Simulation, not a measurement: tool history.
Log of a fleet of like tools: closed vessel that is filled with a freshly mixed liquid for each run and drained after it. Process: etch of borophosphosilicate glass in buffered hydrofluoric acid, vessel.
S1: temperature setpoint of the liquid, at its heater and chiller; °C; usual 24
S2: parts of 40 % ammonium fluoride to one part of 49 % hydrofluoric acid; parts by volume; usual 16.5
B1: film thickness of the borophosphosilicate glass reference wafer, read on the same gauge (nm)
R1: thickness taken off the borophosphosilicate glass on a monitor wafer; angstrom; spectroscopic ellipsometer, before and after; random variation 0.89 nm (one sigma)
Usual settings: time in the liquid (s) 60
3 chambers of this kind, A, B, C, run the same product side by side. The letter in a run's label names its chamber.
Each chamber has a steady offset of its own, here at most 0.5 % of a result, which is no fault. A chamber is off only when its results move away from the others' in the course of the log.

run 1B hour=3.9 | S1=24 S2=16.5 time_in_the_liquid_(s)=60 | B1=90.025 | R1=906.56
run 2A hour=9.8 | S1=24 S2=16.5 time_in_the_liquid_(s)=60 | B1=90.011 | R1=922.89
run 3C hour=14 | S1=24 S2=16.5 time_in_the_liquid_(s)=60 | B1=89.985 | R1=915.94
run 4A hour=19.1 | S1=24 S2=16.5 time_in_the_liquid_(s)=60 | B1=90.029 | R1=919.74
run 5C hour=22.2 | S1=24 S2=16.5 time_in_the_liquid_(s)=60 | B1=89.984 | R1=912.75
run 6B hour=28 | S1=24 S2=16.5 time_in_the_liquid_(s)=60 | B1=89.992 | R1=904.88
run 7A hour=33.2 | S1=24 S2=16.5 time_in_the_liquid_(s)=60 | B1=89.981 | R1=929.82
run 8C hour=38.6 | S1=24 S2=16.5 time_in_the_liquid_(s)=90 | B1=90.062 | R1=1373.2
run 9B hour=42.3 | S1=24 S2=16.5 time_in_the_liquid_(s)=90 | B1=90.027 | R1=1373
run 10C hour=47.3 | S1=24 S2=16.5 time_in_the_liquid_(s)=90 | B1=89.981 | R1=1400.4
run 11B hour=51.4 | S1=24 S2=16.5 time_in_the_liquid_(s)=60 | B1=89.975 | R1=925.84
run 12A hour=56.9 | S1=24 S2=20.5 time_in_the_liquid_(s)=80 | B1=90.035 | R1=996.42
run 13A hour=60.5 | S1=24 S2=20.5 time_in_the_liquid_(s)=80 | B1=89.988 | R1=995.31
run 14C hour=63.2 | S1=24 S2=20.5 time_in_the_liquid_(s)=80 | B1=90.001 | R1=1004.3
run 15B hour=67.7 | S1=24 S2=16.5 time_in_the_liquid_(s)=60 | B1=89.969 | R1=924.03
run 16B hour=70.7 | S1=24 S2=16.5 time_in_the_liquid_(s)=60 | B1=90.022 | R1=915.09
run 17A hour=75.6 | S1=24 S2=16.5 time_in_the_liquid_(s)=60 | B1=89.97 | R1=925.44
run 18C hour=80.9 | S1=24 S2=16.5 time_in_the_liquid_(s)=60 | B1=90.026 | R1=896.43
run 19A hour=85 | S1=24 S2=16.5 time_in_the_liquid_(s)=60 | B1=90.007 | R1=919.24
run 20C hour=88.8 | S1=24 S2=16.5 time_in_the_liquid_(s)=60 | B1=89.974 | R1=890.42
run 21B hour=91.8 | S1=24 S2=16.5 time_in_the_liquid_(s)=60 | B1=90.011 | R1=903.68
run 22A hour=95.3 | S1=24 S2=16.5 time_in_the_liquid_(s)=60 | B1=90.023 | R1=924.05
run 23C hour=101.4 | S1=24 S2=16.5 time_in_the_liquid_(s)=60 | B1=90.014 | R1=897.68
run 24B hour=104.3 | S1=24 S2=16.5 time_in_the_liquid_(s)=60 | B1=89.957 | R1=912.34
run 25B hour=109.9 | S1=24 S2=16.5 time_in_the_liquid_(s)=60 | B1=89.982 | R1=922.2
run 26C hour=113.2 | S1=24 S2=16.5 time_in_the_liquid_(s)=60 | B1=89.987 | R1=917.97
run 27A hour=116.7 | S1=24 S2=16.5 time_in_the_liquid_(s)=60 | B1=89.999 | R1=903.62
run 28C hour=122 | S1=24 S2=16.5 time_in_the_liquid_(s)=60 | B1=89.997 | R1=896.04
run 29A hour=124.9 | S1=28.5 S2=16.5 time_in_the_liquid_(s)=85 | B1=90.03 | R1=1697.5
run 30B hour=128.8 | S1=28.5 S2=16.5 time_in_the_liquid_(s)=85 | B1=89.978 | R1=1652.9
run 31C hour=132.5 | S1=28.5 S2=16.5 time_in_the_liquid_(s)=85 | B1=89.97 | R1=1571.8
run 32B hour=138.4 | S1=24 S2=16.5 time_in_the_liquid_(s)=60 | B1=89.985 | R1=908.55
run 33A hour=141.4 | S1=24 S2=19 time_in_the_liquid_(s)=60 | B1=90.038 | R1=801.1
run 34C hour=147.2 | S1=24 S2=19 time_in_the_liquid_(s)=60 | B1=89.996 | R1=761.24
run 35B hour=153 | S1=24 S2=19 time_in_the_liquid_(s)=60 | B1=90.008 | R1=790.37
run 36A hour=156.4 | S1=24 S2=16.5 time_in_the_liquid_(s)=60 | B1=89.995 | R1=924.7
run 37C hour=161.5 | S1=24 S2=16.5 time_in_the_liquid_(s)=60 | B1=90.01 | R1=865.75
run 38B hour=166.9 | S1=24 S2=16.5 time_in_the_liquid_(s)=60 | B1=90.034 | R1=923.78
run 39A hour=171 | S1=24 S2=16.5 time_in_the_liquid_(s)=60 | B1=89.959 | R1=922.85
run 40C hour=175.9 | S1=24 S2=16.5 time_in_the_liquid_(s)=60 | B1=89.995 | R1=858.59
run 41B hour=180.1 | S1=24 S2=16.5 time_in_the_liquid_(s)=60 | B1=90.058 | R1=911.19
-- hour=180.2 chamber B: thermometer replaced
run 42A hour=184.3 | S1=24 S2=16.5 time_in_the_liquid_(s)=60 | B1=90 | R1=923.72
run 43B hour=187.5 | S1=24 S2=16.5 time_in_the_liquid_(s)=60 | B1=89.962 | R1=919.94

Next, every chamber runs the same settings. What will each give?
run 44A hour=191.9 | S1=24 S2=21.5 time_in_the_liquid_(s)=60 | R1=?
run 44B hour=191.9 | S1=24 S2=21.5 time_in_the_liquid_(s)=60 | R1=?
run 44C hour=191.9 | S1=24 S2=21.5 time_in_the_liquid_(s)=60 | R1=?

run=44A R1=711.4
run=44B R1=722.08
run=44C R1=678.68
